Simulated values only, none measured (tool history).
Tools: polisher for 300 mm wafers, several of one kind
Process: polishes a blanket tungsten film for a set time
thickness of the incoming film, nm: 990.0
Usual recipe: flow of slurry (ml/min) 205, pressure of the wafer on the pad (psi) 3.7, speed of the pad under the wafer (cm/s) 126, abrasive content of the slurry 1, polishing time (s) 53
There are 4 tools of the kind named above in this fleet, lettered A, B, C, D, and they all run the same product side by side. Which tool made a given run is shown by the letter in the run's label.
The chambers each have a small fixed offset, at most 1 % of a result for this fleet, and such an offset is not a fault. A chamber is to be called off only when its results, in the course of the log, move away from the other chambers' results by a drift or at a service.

run   hour  flow of slurry (ml/min)  pressure of the wafer on the pad (psi)  speed of the pad under the wafer (cm/s)  abrasive content of the slurry  polishing time (s)  film removed (angstrom)
       4.9  -- chamber B: slurry nozzle cleaned
 1B    6.6                      205                                     3.7                                      126                               1                  53                   3454.9
 2D   13.5                      205                                     3.7                                      126                               1                  53                   3452.6
 3A   18.6                      205                                     3.7                                      126                               1                  53                   3429.9
 4C   27.5                      205                                     3.7                                      126                               1                  53                   3468.7
 5D   36.3                      205                                     3.7                                      126                               1                  53                   3441.2
      37.2  -- chamber B: worn pad replaced by a new one
      42.5  -- chamber A: head pressure recalibrated
      46.5  -- chamber B: slurry blender recalibrated
 6C   46.9                      205                                     3.7                                      126                               1                  53                   3449.4
 7B   55.6                      205                                     3.7                                      126                               1                  53                   3463.9
      62.8  -- chamber A: worn pad replaced by a new one
 8A   63.2                      205                                     3.7                                      126                               1                  53                   3437.3
      66.2  -- chamber B: slurry tank refilled with fresh slurry and peroxide
 9C     70                      205                                     3.7                                      126                               1                  53                   3453.1
      71.2  -- chamber D: slurry tank refilled with fresh slurry and peroxide
      78.2  -- chamber D: worn pad replaced by a new one
10B   79.2                      205                                     3.7                                      126                               1                  53                   3412.5
        84  -- chamber C: slurry tank refilled with fresh slurry and peroxide
11A   89.4                      205                                     3.7                                      126                               1                  53                   3426.4
      91.7  -- chamber C: worn pad replaced by a new one
12D   94.4                      205                                     3.7                                      126                               1                  53                   3403.8
13A  105.3                      205                                     3.7                                      126                               1                  53                   3429.6
     105.7  -- chamber C: slurry blender recalibrated
14B  114.1                      205                                     2.8                                      126                            1.25                  53                   2738.8
15D  121.6                      205                                     2.8                                      126                            1.25                  53                   2720.7
16C  127.2                      205                                     2.8                                      126                            1.25                  53                   2788.9
17D  136.6                      205                                     2.8                                      126                            1.25                  53                   2700.3
     140.4  -- chamber B: worn pad replaced by a new one
       142  -- chamber C: slurry nozzle cleaned
18A  143.9                      205                                     3.7                                      126                               1                  53                   3409.7
19B  154.6                      205                                     3.7                                      126                               1                  53                   3424.3
     154.8  -- chamber A: worn pad replaced by a new one
20C  160.9                      205                                     3.7                                      126                               1                  53                   3441.8
21B  166.6                      205                                     3.7                                      126                               1                  53                     3463
22C  176.6                      205                                     3.7                                      126                               1                  53                   3446.3
     178.7  -- chamber D: slurry tank refilled with fresh slurry and peroxide
23D    182                      205                                     3.7                                      126                               1                  53                     3425
24A  188.6                      205                                     3.7                                      126                               1                  53                     3315
25B  196.8                      205                                     3.7                                      126                               1                  53                     3430
     202.3  -- chamber D: slurry blender recalibrated
26C  202.3                      205                                     3.7                                      126                               1                  53                   3483.9
27A  207.9                      205                                     3.7                                      126                               1                  53                   3292.5
28D  214.4                      205                                     3.7                                      126                               1                  53                   3407.1
29C  222.3                      185                                     2.8                                      126                               1                  53                   2601.2
     226.3  -- chamber B: slurry tank refilled with fresh slurry and peroxide
30A  227.9                      185                                     2.8                                      126                               1                  53                   2464.9
31D  234.2                      185                                     2.8                                      126                               1                  53                   2562.4
     235.1  -- chamber C: worn pad replaced by a new one
     235.4  -- chamber D: worn pad replaced by a new one
32B  244.4                      185                                     2.8                                      126                               1                  53                   2564.3
     247.3  -- chamber B: worn pad replaced by a new one
       249  -- chamber A: worn pad replaced by a new one
33B  251.1                      270                                     3.7                                      126                             1.2                  53                   3752.2
34C  259.1                      270                                     3.7                                      126                             1.2                  53                   3744.2
35A  264.8                      270                                     3.7                                      126                             1.2                  53                   3463.7
36D  270.1                      270                                     3.7                                      126                             1.2                  53                   3658.1
     272.4  -- chamber C: slurry tank refilled with fresh slurry and peroxide
37C    277                      205                                     3.7                                      126                               1                  53                   3455.5
     280.6  -- chamber D: slurry tank refilled with fresh slurry and peroxide
38A  287.8                      205                                     3.7                                      126                               1                  53                   3222.2
39B  294.1                      150                                     3.7                                      126                               1                  70                   4363.5
     296.8  -- chamber A: slurry blender recalibrated
     297.1  -- chamber A: slurry nozzle cleaned
40D  303.9                      150                                     3.7                                      126                               1                  70                     4290
41A  312.8                      150                                     3.7                                      126                               1                  70                   4027.8
       314  -- chamber D: head pressure recalibrated
42D  317.9                      150                                     3.7                                      126                               1                  70                   4343.8
     322.7  -- chamber C: slurry blender recalibrated
43C  325.4                      205                                     3.7                                      126                               1                  53                     3427

All chambers now run identical settings, listed one chamber a line with results as question marks. What results will each chamber show?
44A  333.2                      205                                     3.7                                      126                               1                  53                        ?
44B  333.2                      205                                     3.7                                      126                               1                  53                        ?
44C  333.2                      205                                     3.7                                      126                               1                  53                        ?
44D  333.2                      205                                     3.7                                      126                               1                  53                        ?

run  film removed (angstrom)
44A                     3152
44B                   3464.2
44C                   3477.9
44D                   3454.2

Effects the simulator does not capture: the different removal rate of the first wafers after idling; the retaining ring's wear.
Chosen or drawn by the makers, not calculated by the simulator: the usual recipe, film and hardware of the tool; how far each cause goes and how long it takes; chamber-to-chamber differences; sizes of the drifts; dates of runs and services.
